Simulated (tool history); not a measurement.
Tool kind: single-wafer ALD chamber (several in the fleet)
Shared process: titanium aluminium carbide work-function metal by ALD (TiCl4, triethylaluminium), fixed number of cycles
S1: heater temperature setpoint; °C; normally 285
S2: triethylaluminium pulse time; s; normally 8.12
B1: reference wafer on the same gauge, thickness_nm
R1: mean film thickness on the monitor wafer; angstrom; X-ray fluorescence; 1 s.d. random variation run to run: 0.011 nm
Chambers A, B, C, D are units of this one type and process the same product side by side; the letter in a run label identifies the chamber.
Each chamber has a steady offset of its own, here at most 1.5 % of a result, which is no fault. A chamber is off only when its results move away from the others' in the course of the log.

Run 1D, day 0.117: usual settings; B1 1.4694. Result: R1 17.991 angstrom.
Run 2C, day 0.217: usual settings; B1 1.4696. Result: R1 18.068 angstrom.
At day 0.408: chamber C: triethylaluminium bottle replaced.
Run 3A, day 0.408: usual settings; B1 1.4723. Result: R1 18.369 angstrom.
Run 4B, day 0.604: usual settings; B1 1.4712. Result: R1 18.056 angstrom.
Run 5B, day 0.75: usual settings; B1 1.4702. Result: R1 18.097 angstrom.
Run 6D, day 0.925: usual settings; B1 1.4679. Result: R1 18.068 angstrom.
Run 7C, day 1.067: usual settings; B1 1.4707. Result: R1 18.137 angstrom.
Run 8A, day 1.167: usual settings; B1 1.4704. Result: R1 18.518 angstrom.
Run 9A, day 1.3: usual settings; B1 1.4693. Result: R1 18.405 angstrom.
Run 10C, day 1.429: usual settings; B1 1.4693. Result: R1 18.285 angstrom.
Run 11B, day 1.583: usual settings; B1 1.4681. Result: R1 18.077 angstrom.
Run 12D, day 1.708: usual settings; B1 1.4717. Result: R1 17.844 angstrom.
Run 13D, day 1.821: usual settings; B1 1.471. Result: R1 17.954 angstrom.
Run 14B, day 2.008: usual settings; B1 1.4682. Result: R1 18.052 angstrom.
Run 15C, day 2.192: usual settings but S2 10.42 s; B1 1.4693. Result: R1 18.875 angstrom.
Run 16A, day 2.392: usual settings but S2 10.42 s; B1 1.4696. Result: R1 18.991 angstrom.
Run 17D, day 2.492: usual settings but S2 10.42 s; B1 1.4699. Result: R1 18.674 angstrom.
Run 18B, day 2.662: usual settings but S2 10.42 s; B1 1.4705. Result: R1 18.735 angstrom.
Run 19A, day 2.846: usual settings; B1 1.4718. Result: R1 18.287 angstrom.
Run 20C, day 2.975: usual settings; B1 1.4729. Result: R1 18.175 angstrom.
Run 21C, day 3.129: usual settings but S2 5.07 s; B1 1.4703. Result: R1 15.982 angstrom.
Run 22A, day 3.267: usual settings but S2 5.07 s; B1 1.4708. Result: R1 16.181 angstrom.
Run 23B, day 3.371: usual settings but S2 5.07 s; B1 1.4697. Result: R1 15.891 angstrom.
Run 24D, day 3.488: usual settings but S2 5.07 s; B1 1.4685. Result: R1 15.768 angstrom.
Run 25D, day 3.621: usual settings; B1 1.4695. Result: R1 18.074 angstrom.
Run 26C, day 3.708: usual settings; B1 1.4715. Result: R1 18.054 angstrom.
Run 27B, day 3.871: usual settings but S1 294 °C, S2 6.33 s; B1 1.4701. Result: R1 17.697 angstrom.
Run 28A, day 4.042: usual settings but S1 294 °C, S2 6.33 s; B1 1.4691. Result: R1 18.018 angstrom.
Run 29B, day 4.196: usual settings but S1 294 °C, S2 6.33 s; B1 1.469. Result: R1 18.005 angstrom.
Run 30D, day 4.346: usual settings but S1 294 °C, S2 6.33 s; B1 1.4683. Result: R1 17.609 angstrom.
Run 31A, day 4.517: usual settings but S2 10.79 s; B1 1.4699. Result: R1 19.224 angstrom.
Run 32C, day 4.712: usual settings but S2 10.79 s; B1 1.4695. Result: R1 18.596 angstrom.
Run 33C, day 4.808: usual settings but S2 10.79 s; B1 1.4698. Result: R1 18.747 angstrom.

Next, every chamber runs the same settings. What will each give?
Run 34A, day 4.95: usual settings but S2 4.99 s. Result: R1 ?.
Run 34B, day 4.95: usual settings but S2 4.99 s. Result: R1 ?.
Run 34C, day 4.95: usual settings but S2 4.99 s. Result: R1 ?.
Run 34D, day 4.95: usual settings but S2 4.99 s. Result: R1 ?.

run      R1
34A  16.089
34B  15.884
34C  15.984
34D  15.865
